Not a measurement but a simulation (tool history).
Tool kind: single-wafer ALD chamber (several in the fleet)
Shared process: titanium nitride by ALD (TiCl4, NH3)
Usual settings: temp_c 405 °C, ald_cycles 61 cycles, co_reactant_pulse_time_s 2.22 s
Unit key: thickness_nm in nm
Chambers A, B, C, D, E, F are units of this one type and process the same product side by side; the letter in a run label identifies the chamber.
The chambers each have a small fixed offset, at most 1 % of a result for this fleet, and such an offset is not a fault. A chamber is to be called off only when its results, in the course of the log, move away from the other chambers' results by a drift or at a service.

run,day,temp_c,ald_cycles,co_reactant_pulse_time_s,hours since the last thermocouple change,"read-back reference wafer on the same gauge, thickness_nm",thickness_nm
1A,0.529,405,61,2.22,126.3,1.5603,1.3589
2F,1.071,405,61,2.22,1548.9,1.561,1.3447
3E,1.654,405,61,2.22,1543.3,1.5609,1.3551
# day 1.879: chamber D: thermocouple changed; heater temperature recalibrated
4B,1.992,405,61,2.22,494,1.5605,1.3502
5D,2.488,405,61,2.22,14.6,1.5611,1.3593
6C,2.988,405,61,2.22,359.5,1.5615,1.3493
7A,3.667,405,61,2.22,201.6,1.5619,1.3579
8B,4.325,405,61,2.22,550,1.5624,1.3513
9C,5.012,405,61,2.22,408.1,1.5624,1.3523
10D,5.388,405,61,2.22,84.2,1.5624,1.3623
11F,5.825,405,61,2.22,1663,1.5626,1.3419
12E,6.358,405,61,2.22,1656.2,1.5632,1.3587
13B,6.8,405,61,2.6,609.4,1.5631,1.358
14D,7.225,405,61,2.6,128.3,1.5629,1.3664
15C,7.754,405,61,2.6,473.9,1.5637,1.3608
16E,8.054,405,61,2.6,1696.9,1.564,1.3658
17A,8.583,405,61,2.6,319.6,1.5643,1.3719
18F,8.925,405,61,2.6,1737.4,1.5647,1.3534
19C,9.242,405,61,2.22,509.6,1.5642,1.3553
20E,9.8,405,61,2.22,1738.8,1.5643,1.3603
21B,10.129,405,61,2.22,689.3,1.5652,1.3538
22F,10.638,405,61,2.22,1778.5,1.5648,1.3475
23D,11.154,405,61,2.22,222.6,1.566,1.3664
24A,11.517,405,61,2.22,390,1.5652,1.3651
25C,12.108,405,61,2.22,578.4,1.5659,1.3546
26D,12.579,405,61,2.22,256.8,1.5661,1.3614
27E,13.075,405,61,2.22,1817.4,1.5662,1.3637
28B,13.704,405,61,2.87,775.1,1.5666,1.3685
29F,14.379,405,61,2.87,1868.3,1.5668,1.3633
30A,14.729,405,61,2.87,467.1,1.5674,1.3751
31E,15.354,405,61,2.87,1872.1,1.5672,1.3721
32F,15.654,405,61,2.87,1898.9,1.5673,1.361
33B,16.296,405,61,2.87,837.3,1.5672,1.3676
34D,16.954,405,61,2.22,361.8,1.5678,1.3615
35C,17.371,405,61,2.22,704.7,1.5685,1.3594
36A,17.704,405,68,2.22,538.5,1.5681,1.522
37A,18.183,405,68,2.22,550,1.568,1.525
38C,18.854,405,68,2.22,740.3,1.5691,1.5204
39D,19.408,405,68,2.22,420.7,1.5692,1.5217

One chamber off, gauge drift, or nothing amiss beyond the chambers' own small offsets? If it is a chamber, which one, and what is the likeliest cause?

It is the gauge, not a chamber: its drift shows up in every chamber's results at once, and no chamber is off.
What lies behind it: gauge reads high (%) = 0.61.
